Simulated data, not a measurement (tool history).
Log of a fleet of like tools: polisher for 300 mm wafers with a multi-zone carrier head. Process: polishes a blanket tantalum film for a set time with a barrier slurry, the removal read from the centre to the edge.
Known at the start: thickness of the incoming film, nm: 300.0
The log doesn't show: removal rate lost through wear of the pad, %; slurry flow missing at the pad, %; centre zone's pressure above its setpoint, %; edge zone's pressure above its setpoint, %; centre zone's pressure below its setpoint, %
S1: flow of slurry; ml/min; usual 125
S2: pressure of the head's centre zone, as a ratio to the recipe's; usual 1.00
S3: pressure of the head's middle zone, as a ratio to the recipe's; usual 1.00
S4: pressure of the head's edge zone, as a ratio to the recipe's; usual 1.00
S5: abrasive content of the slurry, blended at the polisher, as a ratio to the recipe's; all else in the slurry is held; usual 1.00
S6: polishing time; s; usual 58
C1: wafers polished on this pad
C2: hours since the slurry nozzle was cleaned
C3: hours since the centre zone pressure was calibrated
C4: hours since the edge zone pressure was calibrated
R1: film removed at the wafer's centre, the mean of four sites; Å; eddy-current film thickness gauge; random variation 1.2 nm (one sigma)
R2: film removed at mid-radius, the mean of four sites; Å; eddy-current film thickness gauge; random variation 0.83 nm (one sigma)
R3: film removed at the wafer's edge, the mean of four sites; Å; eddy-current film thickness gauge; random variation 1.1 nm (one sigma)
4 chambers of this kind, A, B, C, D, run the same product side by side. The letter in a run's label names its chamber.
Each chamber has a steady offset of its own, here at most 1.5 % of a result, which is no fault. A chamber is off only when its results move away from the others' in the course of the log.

| run | hour | S1 | S2 | S3 | S4 | S5 | S6 | C1 | C2 | C3 | C4 | R1 | R2 | R3 |
|---|---|---|---|---|---|---|---|---|---|---|---|---|---|---|
| 1D | 5.8 | 125 | 1.00 | 1.00 | 1.00 | 1.00 | 58 | 291 | 93.2 | 387.5 | 460.0 | 930.63 | 948.34 | 925.22 |
| 2C | 10.5 | 125 | 1.00 | 1.00 | 1.00 | 1.00 | 58 | 667 | 332.0 | 258.8 | 347.7 | 914.18 | 928.30 | 943.85 |
| 3B | 15.3 | 125 | 1.00 | 1.00 | 1.00 | 1.00 | 58 | 179 | 73.6 | 809.5 | 842.3 | 949.80 | 943.74 | 928.19 |
|  | 18.6 | chamber A: centre zone pressure recalibrated |
| 4A | 18.9 | 125 | 1.00 | 1.00 | 1.00 | 1.00 | 58 | 736 | 149.1 | 0.3 | 142.9 | 950.70 | 928.03 | 929.15 |
| 5C | 22.2 | 125 | 1.00 | 1.00 | 1.00 | 1.00 | 58 | 765 | 343.7 | 270.5 | 359.4 | 922.73 | 942.01 | 929.96 |
| 6B | 27.5 | 125 | 1.00 | 1.00 | 1.00 | 1.00 | 58 | 281 | 85.8 | 821.7 | 854.5 | 942.46 | 930.88 | 918.28 |
|  | 29.3 | chamber C: worn pad replaced by a new one |
| 7A | 34.4 | 125 | 1.00 | 1.00 | 1.00 | 1.00 | 58 | 865 | 164.6 | 15.8 | 158.4 | 926.88 | 921.17 | 922.76 |
| 8D | 37.9 | 125 | 1.00 | 1.00 | 1.00 | 1.00 | 50 | 558 | 125.3 | 419.6 | 492.1 | 813.20 | 804.79 | 786.95 |
| 9A | 41.5 | 125 | 1.00 | 1.00 | 1.00 | 1.00 | 50 | 924 | 171.7 | 22.9 | 165.5 | 789.63 | 797.48 | 782.89 |
|  | 43.7 | chamber D: edge zone pressure recalibrated |
| 10D | 45.4 | 125 | 1.00 | 1.00 | 1.00 | 1.00 | 50 | 620 | 132.8 | 427.1 | 1.7 | 810.31 | 827.58 | 818.82 |
| 11B | 50.1 | 125 | 1.00 | 1.00 | 1.00 | 1.00 | 50 | 469 | 108.4 | 844.3 | 877.1 | 788.07 | 796.21 | 793.45 |
| 12C | 55.9 | 125 | 1.00 | 1.00 | 1.00 | 1.00 | 58 | 221 | 377.4 | 304.2 | 393.1 | 934.39 | 941.12 | 934.75 |
| 13A | 61.3 | 125 | 1.00 | 0.95 | 1.00 | 0.80 | 58 | 1089 | 191.5 | 42.7 | 185.3 | 867.22 | 814.98 | 840.59 |
| 14B | 67.7 | 125 | 1.00 | 0.95 | 1.00 | 0.80 | 58 | 616 | 126.0 | 861.9 | 894.7 | 852.83 | 807.93 | 844.89 |
| 15C | 71.5 | 125 | 1.00 | 0.95 | 1.00 | 0.80 | 58 | 351 | 393.0 | 319.8 | 408.7 | 856.15 | 827.79 | 886.93 |
| 16D | 76.8 | 125 | 1.00 | 0.95 | 1.00 | 0.80 | 58 | 882 | 164.2 | 458.5 | 33.1 | 869.16 | 834.45 | 871.12 |
| 17C | 81.5 | 125 | 1.00 | 1.00 | 1.00 | 1.00 | 58 | 434 | 403.0 | 329.8 | 418.7 | 933.27 | 945.03 | 945.57 |
|  | 83.2 | chamber A: slurry nozzle cleaned |
|  | 85.4 | chamber A: worn pad replaced by a new one |
| 18B | 86.3 | 125 | 1.00 | 1.00 | 1.00 | 1.00 | 58 | 771 | 144.6 | 880.5 | 913.3 | 879.27 | 896.74 | 921.49 |
| 19A | 89.8 | 125 | 1.00 | 1.00 | 1.00 | 1.00 | 58 | 36 | 6.6 | 71.2 | 213.8 | 925.07 | 925.11 | 930.40 |
|  | 94.1 | chamber D: worn pad replaced by a new one |
| 20D | 95.9 | 125 | 1.00 | 1.00 | 1.00 | 1.00 | 58 | 15 | 183.3 | 477.6 | 52.2 | 918.68 | 945.15 | 934.19 |
| 21A | 99.2 | 125 | 1.00 | 1.00 | 1.04 | 1.15 | 58 | 115 | 16.0 | 80.6 | 223.2 | 959.56 | 982.49 | 958.74 |
| 22C | 105.6 | 125 | 1.00 | 1.00 | 1.04 | 1.15 | 58 | 635 | 427.1 | 353.9 | 442.8 | 975.94 | 972.57 | 981.81 |
| 23D | 112.5 | 125 | 1.00 | 1.00 | 1.04 | 1.15 | 58 | 153 | 199.9 | 494.2 | 68.8 | 979.22 | 981.26 | 984.54 |
| 24B | 117.2 | 125 | 1.00 | 1.00 | 1.04 | 1.15 | 58 | 1028 | 175.5 | 911.4 | 944.2 | 906.75 | 906.99 | 922.38 |
|  | 118.5 | chamber B: worn pad replaced by a new one |
|  | 120.0 | chamber C: worn pad replaced by a new one |
| 25C | 121.2 | 125 | 1.00 | 1.00 | 1.00 | 1.00 | 58 | 10 | 442.7 | 369.5 | 458.4 | 938.87 | 939.32 | 940.58 |
| 26A | 126.9 | 125 | 1.00 | 1.00 | 1.00 | 1.00 | 58 | 345 | 43.7 | 108.3 | 250.9 | 909.35 | 929.02 | 929.90 |
| 27B | 130.1 | 125 | 1.06 | 1.00 | 1.00 | 1.00 | 49 | 96 | 188.4 | 924.3 | 957.1 | 774.73 | 722.34 | 768.35 |
| 28D | 133.5 | 125 | 1.06 | 1.00 | 1.00 | 1.00 | 49 | 328 | 220.9 | 515.2 | 89.8 | 857.70 | 808.63 | 791.66 |
| 29D | 139.1 | 125 | 1.06 | 1.00 | 1.00 | 1.00 | 49 | 374 | 226.5 | 520.8 | 95.4 | 842.99 | 794.21 | 788.11 |
| 30B | 143.9 | 125 | 1.06 | 1.00 | 1.00 | 1.00 | 49 | 211 | 202.2 | 938.1 | 970.9 | 769.35 | 723.91 | 728.24 |
| 31C | 149.3 | 125 | 1.00 | 1.00 | 1.00 | 1.00 | 58 | 244 | 470.8 | 397.6 | 486.5 | 951.16 | 924.12 | 945.50 |
| 32A | 155.8 | 125 | 1.00 | 1.00 | 1.00 | 1.00 | 58 | 586 | 72.6 | 137.2 | 279.8 | 945.02 | 925.44 | 907.72 |
| 33A | 162.1 | 125 | 1.00 | 1.00 | 1.00 | 1.00 | 58 | 638 | 78.9 | 143.5 | 286.1 | 935.82 | 909.91 | 913.92 |
| 34C | 168.9 | 125 | 1.00 | 1.00 | 1.00 | 1.00 | 58 | 407 | 490.4 | 417.2 | 506.1 | 941.96 | 943.20 | 931.49 |
| 35B | 172.4 | 125 | 1.00 | 1.00 | 1.00 | 1.00 | 58 | 448 | 230.7 | 966.6 | 999.4 | 801.77 | 826.89 | 849.65 |
| 36D | 177.2 | 125 | 1.00 | 1.00 | 0.96 | 1.00 | 58 | 692 | 264.6 | 558.9 | 133.5 | 933.51 | 936.59 | 920.04 |
| 37C | 183.4 | 125 | 1.00 | 1.00 | 0.96 | 1.00 | 58 | 528 | 504.9 | 431.7 | 520.6 | 942.87 | 927.95 | 919.25 |
|  | 185.0 | chamber B: edge zone pressure recalibrated |
| 38A | 187.2 | 125 | 1.00 | 1.00 | 0.96 | 1.00 | 58 | 847 | 104.0 | 168.6 | 311.2 | 918.03 | 930.04 | 890.79 |
| 39B | 192.3 | 125 | 1.00 | 1.00 | 0.96 | 1.00 | 58 | 614 | 250.6 | 986.5 | 7.4 | 803.48 | 806.27 | 813.06 |

Next, every chamber runs the same settings. What will each give?
| 40A | 197.2 | 125 | 1.00 | 0.92 | 1.00 | 1.00 | 58 |  |  |  |  | ? | ? | ? |
| 40B | 197.2 | 125 | 1.00 | 0.92 | 1.00 | 1.00 | 58 |  |  |  |  | ? | ? | ? |
| 40C | 197.2 | 125 | 1.00 | 0.92 | 1.00 | 1.00 | 58 |  |  |  |  | ? | ? | ? |
| 40D | 197.2 | 125 | 1.00 | 0.92 | 1.00 | 1.00 | 58 |  |  |  |  | ? | ? | ? |

| run | R1 | R2 | R3 |
|---|---|---|---|
| 40A | 937.79 | 850.53 | 927.12 |
| 40B | 775.79 | 729.87 | 832.77 |
| 40C | 939.39 | 873.19 | 925.45 |
| 40D | 910.04 | 865.79 | 948.55 |

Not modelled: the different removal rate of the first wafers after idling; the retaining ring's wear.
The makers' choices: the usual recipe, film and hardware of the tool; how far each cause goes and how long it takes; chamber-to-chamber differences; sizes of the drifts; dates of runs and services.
